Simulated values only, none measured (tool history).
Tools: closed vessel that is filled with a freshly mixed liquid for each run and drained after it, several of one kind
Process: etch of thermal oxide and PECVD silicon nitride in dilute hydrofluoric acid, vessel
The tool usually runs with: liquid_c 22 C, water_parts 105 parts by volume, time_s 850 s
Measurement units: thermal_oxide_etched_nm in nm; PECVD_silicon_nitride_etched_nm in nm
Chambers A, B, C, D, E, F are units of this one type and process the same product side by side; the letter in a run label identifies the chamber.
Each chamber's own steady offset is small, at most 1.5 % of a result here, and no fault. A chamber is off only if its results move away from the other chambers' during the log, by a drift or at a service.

run	hour	liquid_c	water_parts	time_s	hours since the thermometer was replaced	hours since the hydrofluoric acid flow meter was replaced	read-back film thickness of the thermal oxide reference wafer, read on the same gauge (nm)	read-back film thickness of the PECVD silicon nitride reference wafer, read on the same gauge (nm)	thermal_oxide_etched_nm	PECVD_silicon_nitride_etched_nm
1F	4.4	22	105	850	1879.1	647.3	89.955	69.987	36.278	13.69
2E	8.5	22	105	850	216.8	237	89.963	70.015	35.953	14.035
3C	12	22	105	850	302.1	1688.6	89.967	69.98	36.163	13.882
4D	15	22	105	850	985.3	2149.3	89.998	69.983	35.154	13.858
5A	20	22	105	850	40.1	624.4	89.99	69.989	36.486	13.831
6B	24	22	105	850	482.7	141.1	89.998	70.023	35.753	13.96
7B	26.8	22	105	425	485.5	143.9	90.026	70.014	17.886	6.9534
8C	31.3	22	105	425	321.4	1707.9	90.006	69.962	17.972	6.9161
9F	34.2	22	105	425	1908.9	677.1	90.026	69.996	17.652	6.9306
10E	38.5	22	105	425	246.8	267	90.012	69.974	17.671	6.9584
11D	41.2	22	105	425	1011.5	2175.5	90.007	70.003	17.671	7.0241
12A	44.6	22	105	425	64.7	649	89.98	69.976	17.873	6.9276
13D	48.6	22	105	850	1018.9	2182.9	90.022	69.975	35.71	13.72
14C	52.7	22	105	850	342.8	1729.3	90.003	70.007	35.761	13.803
15F	55.2	22	105	850	1929.9	698.1	90.012	70.018	36.14	13.789
16B	58.9	22	105	850	517.6	176	89.993	69.989	35.998	13.939
17E	64	22	105	850	272.3	292.5	89.99	69.982	36.093	14.116
18A	68.8	22	105	850	88.9	673.2	90.02	69.983	35.812	13.96
19A	72.4	22	105	850	92.5	676.8	90.011	70.027	36.265	13.782
20D	74.9	22	105	850	1045.2	2209.2	89.982	69.971	35.558	13.884
21B	79.5	22	105	850	538.2	196.6	89.982	70.002	35.973	13.92
22C	83.8	22	105	850	373.9	1760.4	89.992	69.962	35.937	13.852
23F	89	22	105	850	1963.7	731.9	89.99	70.033	35.225	13.811
# hour 90.6: chamber D: hydrofluoric acid flow meter replaced
24E	92.2	22	105	850	300.5	320.7	90.011	70	35.543	13.936
25C	97.6	22	105	850	387.7	1774.2	90.036	69.964	35.516	13.756
26B	101.6	22	105	850	560.3	218.7	90.039	69.99	36.084	14.033
27F	105.4	22	105	850	1980.1	748.3	89.985	69.972	35.674	13.892
28A	108.8	22	105	850	128.9	713.2	90.006	70.013	35.756	13.888
29D	113.5	22	105	850	1083.8	23	89.996	70.042	35.418	14.103
30E	117	22	105	850	325.3	345.5	89.999	70.001	35.582	13.983
31E	121	22	105	850	329.3	349.5	89.955	69.955	36.051	14.028
32F	126.5	22	105	850	2001.2	769.4	90.021	69.95	35.366	13.866
33D	130.7	22	105	850	1101	40.2	90.007	69.953	35.403	14.215
34B	135.6	22	60	850	594.3	252.7	89.985	70.011	64.482	23.892
35C	140.4	22	60	850	430.5	1817	90.013	70.01	66.387	24.225
36A	143	22	60	850	163.1	747.4	89.975	70.002	66.346	24.412
37A	145.5	22	60	850	165.6	749.9	89.96	69.998	66.821	24.406
38E	150.6	22	60	850	358.9	379.1	89.983	69.972	66.153	24.274
39D	153.8	22	60	850	1124.1	63.3	89.989	70.018	66.402	24.592
40C	159.2	22	105	850	449.3	1835.8	90.027	69.995	35.837	13.944
41F	162.4	22	105	850	2037.1	805.3	90.005	70.013	35.306	13.813

Predict what each chamber gives when all 6 of them run the settings below next.
42A	166.3	22	105	850					?	?
42B	166.3	22	105	850					?	?
42C	166.3	22	105	850					?	?
42D	166.3	22	105	850					?	?
42E	166.3	22	105	850					?	?
42F	166.3	22	105	850					?	?

run	thermal_oxide_etched_nm	PECVD_silicon_nitride_etched_nm
42A	36.241	13.872
42B	35.218	13.78
42C	35.909	13.876
42D	35.217	14.105
42E	35.622	14.033
42F	35.148	13.758
